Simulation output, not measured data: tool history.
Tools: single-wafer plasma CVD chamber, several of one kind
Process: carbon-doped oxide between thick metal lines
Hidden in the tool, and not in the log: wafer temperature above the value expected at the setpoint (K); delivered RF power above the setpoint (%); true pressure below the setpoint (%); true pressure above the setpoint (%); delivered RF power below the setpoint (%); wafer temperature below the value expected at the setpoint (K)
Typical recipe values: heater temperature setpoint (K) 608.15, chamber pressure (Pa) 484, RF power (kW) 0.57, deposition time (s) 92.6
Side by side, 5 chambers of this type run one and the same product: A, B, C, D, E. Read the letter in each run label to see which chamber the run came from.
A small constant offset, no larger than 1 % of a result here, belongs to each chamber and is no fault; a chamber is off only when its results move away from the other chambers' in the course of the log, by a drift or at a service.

| run | hour | heater temperature setpoint (K) | chamber pressure (Pa) | RF power (kW) | deposition time (s) | hours since the last thermocouple change | hours since the last RF generator calibration | hours since the last manometer calibration | read-back reference wafer on the same gauge, thickness_nm | mean film thickness on the monitor wafer (nm) |
|---|---|---|---|---|---|---|---|---|---|---|
| 1A | 5.5 | 608.15 | 484 | 0.57 | 92.6 | 1314.8 | 392.6 | 781.9 | 446.84 | 500.7 |
| 2D | 8.2 | 608.15 | 484 | 0.57 | 92.6 | 247.6 | 379.3 | 1289 | 447.06 | 503.8 |
| 3E | 12.8 | 608.15 | 484 | 0.57 | 92.6 | 866.4 | 907.7 | 819.4 | 446.78 | 503.11 |
| 4C | 15.9 | 608.15 | 484 | 0.57 | 92.6 | 120.7 | 964.5 | 281.2 | 446.62 | 506.16 |
| 5B | 19.7 | 608.15 | 484 | 0.57 | 92.6 | 989.3 | 472.2 | 964 | 446.87 | 500.57 |
| 6D | 22.4 | 608.15 | 484 | 0.57 | 92.6 | 261.8 | 393.5 | 1303.2 | 446.92 | 499.16 |
| 7A | 25.7 | 608.15 | 484 | 0.57 | 92.6 | 1335 | 412.8 | 802.1 | 447.1 | 500.57 |
| 8B | 31.1 | 608.15 | 484 | 0.57 | 92.6 | 1000.7 | 483.6 | 975.4 | 447.02 | 497.91 |
| 9E | 36.3 | 608.15 | 484 | 0.57 | 92.6 | 889.9 | 931.2 | 842.9 | 447.25 | 506.8 |
| 10C | 42.1 | 608.15 | 484 | 0.47 | 79 | 146.9 | 990.7 | 307.4 | 446.99 | 382.01 |
| 11D | 45.7 | 608.15 | 484 | 0.47 | 79 | 285.1 | 416.8 | 1326.5 | 447.11 | 383.1 |
| 12C | 50.7 | 608.15 | 484 | 0.47 | 79 | 155.5 | 999.3 | 316 | 447.23 | 383.63 |
| 13A | 56.6 | 608.15 | 484 | 0.47 | 79 | 1365.9 | 443.7 | 833 | 447.02 | 376.08 |
| 14B | 62.2 | 608.15 | 484 | 0.47 | 79 | 1031.8 | 514.7 | 1006.5 | 447.19 | 378.88 |
| 15E | 64.9 | 608.15 | 484 | 0.57 | 92.6 | 918.5 | 959.8 | 871.5 | 446.63 | 504.71 |
| 16D | 68.6 | 608.15 | 484 | 0.57 | 92.6 | 308 | 439.7 | 1349.4 | 446.91 | 502.29 |
| 17C | 71.6 | 608.15 | 484 | 0.57 | 92.6 | 176.4 | 1020.2 | 336.9 | 446.86 | 503.29 |
| 18A | 77.1 | 608.15 | 484 | 0.57 | 92.6 | 1386.4 | 464.2 | 853.5 | 447.18 | 499.99 |
| 19B | 80.7 | 608.15 | 484 | 0.57 | 92.6 | 1050.3 | 533.2 | 1025 | 447.21 | 502.71 |
| 20E | 85.4 | 608.15 | 484 | 0.57 | 92.6 | 939 | 980.3 | 892 | 446.93 | 505 |
| 21D | 90.6 | 608.15 | 484 | 0.57 | 92.6 | 330 | 461.7 | 1371.4 | 446.97 | 502.87 |
| 22A | 95.7 | 608.15 | 484 | 0.57 | 92.6 | 1405 | 482.8 | 872.1 | 446.98 | 498.45 |
| 23E | 98.5 | 608.15 | 484 | 0.57 | 92.6 | 952.1 | 993.4 | 905.1 | 446.76 | 503.91 |
| 24B | 101.6 | 608.15 | 484 | 0.57 | 92.6 | 1071.2 | 554.1 | 1045.9 | 447.08 | 501.3 |
| 25C | 107.5 | 608.15 | 484 | 0.57 | 92.6 | 212.3 | 1056.1 | 372.8 | 447.01 | 504.04 |
| 26D | 111.3 | 608.15 | 484 | 0.57 | 92.6 | 350.7 | 482.4 | 1392.1 | 447.29 | 502.9 |
| 27B | 117.2 | 608.15 | 484 | 0.49 | 92.6 | 1086.8 | 569.7 | 1061.5 | 447.17 | 456.47 |
| 28C | 121.3 | 608.15 | 484 | 0.49 | 92.6 | 226.1 | 1069.9 | 386.6 | 446.97 | 462.12 |
| 29A | 125.3 | 608.15 | 484 | 0.49 | 92.6 | 1434.6 | 512.4 | 901.7 | 446.98 | 454.35 |
|  | 127.8 | chamber C: RF generator calibrated |
| 30E | 128.9 | 608.15 | 484 | 0.49 | 92.6 | 982.5 | 1023.8 | 935.5 | 446.99 | 450.73 |
| 31E | 134 | 608.15 | 484 | 0.49 | 92.6 | 987.6 | 1028.9 | 940.6 | 447.18 | 452.5 |
| 32D | 137.4 | 608.15 | 484 | 0.465 | 108.5 | 376.8 | 508.5 | 1418.2 | 447.03 | 519.96 |
| 33A | 143 | 608.15 | 484 | 0.465 | 108.5 | 1452.3 | 530.1 | 919.4 | 447.06 | 512.78 |
| 34C | 148.3 | 608.15 | 484 | 0.465 | 108.5 | 253.1 | 20.5 | 413.6 | 447.14 | 525.76 |
| 35B | 153.6 | 608.15 | 484 | 0.465 | 108.5 | 1123.2 | 606.1 | 1097.9 | 446.89 | 519.41 |
| 36E | 158.9 | 608.15 | 484 | 0.465 | 108.5 | 1012.5 | 1053.8 | 965.5 | 446.91 | 507.15 |
| 37C | 163.9 | 608.15 | 484 | 0.57 | 92.6 | 268.7 | 36.1 | 429.2 | 447.17 | 506.63 |
| 38A | 168.1 | 608.15 | 484 | 0.57 | 92.6 | 1477.4 | 555.2 | 944.5 | 447.32 | 501.72 |
| 39B | 171.3 | 608.15 | 484 | 0.57 | 92.6 | 1140.9 | 623.8 | 1115.6 | 447.08 | 502.64 |
| 40D | 177 | 608.15 | 484 | 0.57 | 92.6 | 416.4 | 548.1 | 1457.8 | 446.81 | 502.59 |
| 41D | 182.5 | 608.15 | 484 | 0.57 | 92.6 | 421.9 | 553.6 | 1463.3 | 446.86 | 503.78 |
| 42C | 187.4 | 608.15 | 484 | 0.57 | 92.6 | 292.2 | 59.6 | 452.7 | 446.64 | 505.23 |
| 43B | 190.2 | 608.15 | 484 | 0.57 | 92.6 | 1159.8 | 642.7 | 1134.5 | 447.28 | 500.74 |

The same settings go to every chamber for the next run, one line per chamber below. Forecast the results for each:
| 44A | 194.6 | 608.15 | 484 | 0.63 | 92.6 |  |  |  |  | ? |
| 44B | 194.6 | 608.15 | 484 | 0.63 | 92.6 |  |  |  |  | ? |
| 44C | 194.6 | 608.15 | 484 | 0.63 | 92.6 |  |  |  |  | ? |
| 44D | 194.6 | 608.15 | 484 | 0.63 | 92.6 |  |  |  |  | ? |
| 44E | 194.6 | 608.15 | 484 | 0.63 | 92.6 |  |  |  |  | ? |

| run | mean film thickness on the monitor wafer (nm) |
|---|---|
| 44A | 531.87 |
| 44B | 530.7 |
| 44C | 536.09 |
| 44D | 530.59 |
| 44E | 520.53 |
